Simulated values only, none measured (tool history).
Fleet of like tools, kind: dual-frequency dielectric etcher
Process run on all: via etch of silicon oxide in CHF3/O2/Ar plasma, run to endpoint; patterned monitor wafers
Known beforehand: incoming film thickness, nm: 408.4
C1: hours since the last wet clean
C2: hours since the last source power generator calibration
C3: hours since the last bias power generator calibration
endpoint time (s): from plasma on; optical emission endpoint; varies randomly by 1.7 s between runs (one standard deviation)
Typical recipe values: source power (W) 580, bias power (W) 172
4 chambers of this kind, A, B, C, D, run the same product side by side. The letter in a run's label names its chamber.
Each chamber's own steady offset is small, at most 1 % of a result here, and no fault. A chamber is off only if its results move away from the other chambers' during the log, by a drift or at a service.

run 1C day=0.283 | source_power_(W)=580 bias_power_(W)=172 | C1=437.6 C2=1530.9 C3=1977.2 | endpoint_time_(s)=212.26
run 2D day=0.754 | source_power_(W)=580 bias_power_(W)=172 | C1=61.9 C2=2871.7 C3=1294.0 | endpoint_time_(s)=212.37
run 3B day=1.175 | source_power_(W)=580 bias_power_(W)=172 | C1=387.3 C2=1532.2 C3=2630.0 | endpoint_time_(s)=211.92
-- day=1.338 chamber B: bias power generator calibrated
run 4A day=1.604 | source_power_(W)=580 bias_power_(W)=172 | C1=411.7 C2=1858.1 C3=1009.5 | endpoint_time_(s)=213.71
run 5B day=1.842 | source_power_(W)=580 bias_power_(W)=172 | C1=403.3 C2=1548.2 C3=12.2 | endpoint_time_(s)=213.51
run 6A day=2.050 | source_power_(W)=640 bias_power_(W)=203 | C1=422.4 C2=1868.8 C3=1020.2 | endpoint_time_(s)=191.97
run 7C day=2.312 | source_power_(W)=640 bias_power_(W)=203 | C1=486.3 C2=1579.6 C3=2025.9 | endpoint_time_(s)=191.66
run 8D day=2.725 | source_power_(W)=640 bias_power_(W)=203 | C1=109.2 C2=2919.0 C3=1341.3 | endpoint_time_(s)=194.61
-- day=2.896 chamber C: bias power generator calibrated
run 9C day=3.167 | source_power_(W)=640 bias_power_(W)=203 | C1=506.8 C2=1600.1 C3=6.5 | endpoint_time_(s)=192.76
run 10D day=3.396 | source_power_(W)=580 bias_power_(W)=172 | C1=125.3 C2=2935.1 C3=1357.4 | endpoint_time_(s)=214.30
run 11A day=3.850 | source_power_(W)=580 bias_power_(W)=172 | C1=465.6 C2=1912.0 C3=1063.4 | endpoint_time_(s)=210.76
-- day=3.996 chamber B: wet clean of the chamber
run 12B day=4.125 | source_power_(W)=580 bias_power_(W)=172 | C1=3.2 C2=1603.0 C3=67.0 | endpoint_time_(s)=214.79
run 13C day=4.367 | source_power_(W)=580 bias_power_(W)=172 | C1=535.6 C2=1628.9 C3=35.3 | endpoint_time_(s)=212.19
-- day=4.529 chamber C: wet clean of the chamber
-- day=4.671 chamber A: wet clean of the chamber
run 14B day=4.829 | source_power_(W)=580 bias_power_(W)=172 | C1=20.1 C2=1619.9 C3=83.9 | endpoint_time_(s)=217.87
run 15D day=5.100 | source_power_(W)=580 bias_power_(W)=172 | C1=166.2 C2=2976.0 C3=1398.3 | endpoint_time_(s)=210.14
run 16A day=5.442 | source_power_(W)=580 bias_power_(W)=172 | C1=18.5 C2=1950.2 C3=1101.6 | endpoint_time_(s)=212.91
run 17C day=5.842 | source_power_(W)=580 bias_power_(W)=172 | C1=31.5 C2=1664.3 C3=70.7 | endpoint_time_(s)=209.86
run 18D day=6.079 | source_power_(W)=580 bias_power_(W)=172 | C1=189.7 C2=2999.5 C3=1421.8 | endpoint_time_(s)=211.80
run 19A day=6.396 | source_power_(W)=580 bias_power_(W)=172 | C1=41.4 C2=1973.1 C3=1124.5 | endpoint_time_(s)=213.52
run 20B day=6.867 | source_power_(W)=580 bias_power_(W)=172 | C1=69.0 C2=1668.8 C3=132.8 | endpoint_time_(s)=214.41
run 21C day=7.150 | source_power_(W)=580 bias_power_(W)=172 | C1=62.9 C2=1695.7 C3=102.1 | endpoint_time_(s)=210.71
-- day=7.162 chamber D: source power generator calibrated
run 22D day=7.488 | source_power_(W)=580 bias_power_(W)=172 | C1=223.5 C2=7.8 C3=1455.6 | endpoint_time_(s)=214.67
run 23B day=7.954 | source_power_(W)=580 bias_power_(W)=172 | C1=95.1 C2=1694.9 C3=158.9 | endpoint_time_(s)=217.56
run 24A day=8.350 | source_power_(W)=580 bias_power_(W)=172 | C1=88.3 C2=2020.0 C3=1171.4 | endpoint_time_(s)=210.14
run 25C day=8.600 | source_power_(W)=580 bias_power_(W)=172 | C1=97.7 C2=1730.5 C3=136.9 | endpoint_time_(s)=210.32
run 26D day=8.996 | source_power_(W)=580 bias_power_(W)=172 | C1=259.7 C2=44.0 C3=1491.8 | endpoint_time_(s)=212.41
run 27A day=9.250 | source_power_(W)=580 bias_power_(W)=198 | C1=109.9 C2=2041.6 C3=1193.0 | endpoint_time_(s)=202.30
run 28B day=9.492 | source_power_(W)=580 bias_power_(W)=198 | C1=132.0 C2=1731.8 C3=195.8 | endpoint_time_(s)=206.39
run 29C day=9.750 | source_power_(W)=580 bias_power_(W)=198 | C1=125.3 C2=1758.1 C3=164.5 | endpoint_time_(s)=201.12
run 30D day=10.196 | source_power_(W)=580 bias_power_(W)=198 | C1=288.5 C2=72.8 C3=1520.6 | endpoint_time_(s)=202.85
run 31B day=10.542 | source_power_(W)=580 bias_power_(W)=172 | C1=157.2 C2=1757.0 C3=221.0 | endpoint_time_(s)=215.67
run 32A day=10.875 | source_power_(W)=580 bias_power_(W)=172 | C1=148.9 C2=2080.6 C3=1232.0 | endpoint_time_(s)=211.49
run 33D day=11.275 | source_power_(W)=580 bias_power_(W)=172 | C1=314.4 C2=98.7 C3=1546.5 | endpoint_time_(s)=213.49
run 34C day=11.550 | source_power_(W)=580 bias_power_(W)=172 | C1=168.5 C2=1801.3 C3=207.7 | endpoint_time_(s)=210.16
run 35A day=11.996 | source_power_(W)=580 bias_power_(W)=172 | C1=175.8 C2=2107.5 C3=1258.9 | endpoint_time_(s)=211.05
run 36B day=12.300 | source_power_(W)=580 bias_power_(W)=172 | C1=199.4 C2=1799.2 C3=263.2 | endpoint_time_(s)=216.38
run 37A day=12.571 | source_power_(W)=580 bias_power_(W)=172 | C1=189.6 C2=2121.3 C3=1272.7 | endpoint_time_(s)=213.67
run 38D day=12.900 | source_power_(W)=580 bias_power_(W)=172 | C1=353.4 C2=137.7 C3=1585.5 | endpoint_time_(s)=213.59
run 39B day=13.267 | source_power_(W)=580 bias_power_(W)=172 | C1=222.6 C2=1822.4 C3=286.4 | endpoint_time_(s)=213.06
run 40C day=13.608 | source_power_(W)=580 bias_power_(W)=172 | C1=217.9 C2=1850.7 C3=257.1 | endpoint_time_(s)=212.72

Next, all 4 chambers run the settings below, one line each with question marks for the results. What does each chamber give?
run 41A day=13.946 | source_power_(W)=460 bias_power_(W)=172 | endpoint_time_(s)=?
run 41B day=13.946 | source_power_(W)=460 bias_power_(W)=172 | endpoint_time_(s)=?
run 41C day=13.946 | source_power_(W)=460 bias_power_(W)=172 | endpoint_time_(s)=?
run 41D day=13.946 | source_power_(W)=460 bias_power_(W)=172 | endpoint_time_(s)=?

run=41A endpoint_time_(s)=235.25
run=41B endpoint_time_(s)=237.50
run=41C endpoint_time_(s)=230.16
run=41D endpoint_time_(s)=231.43
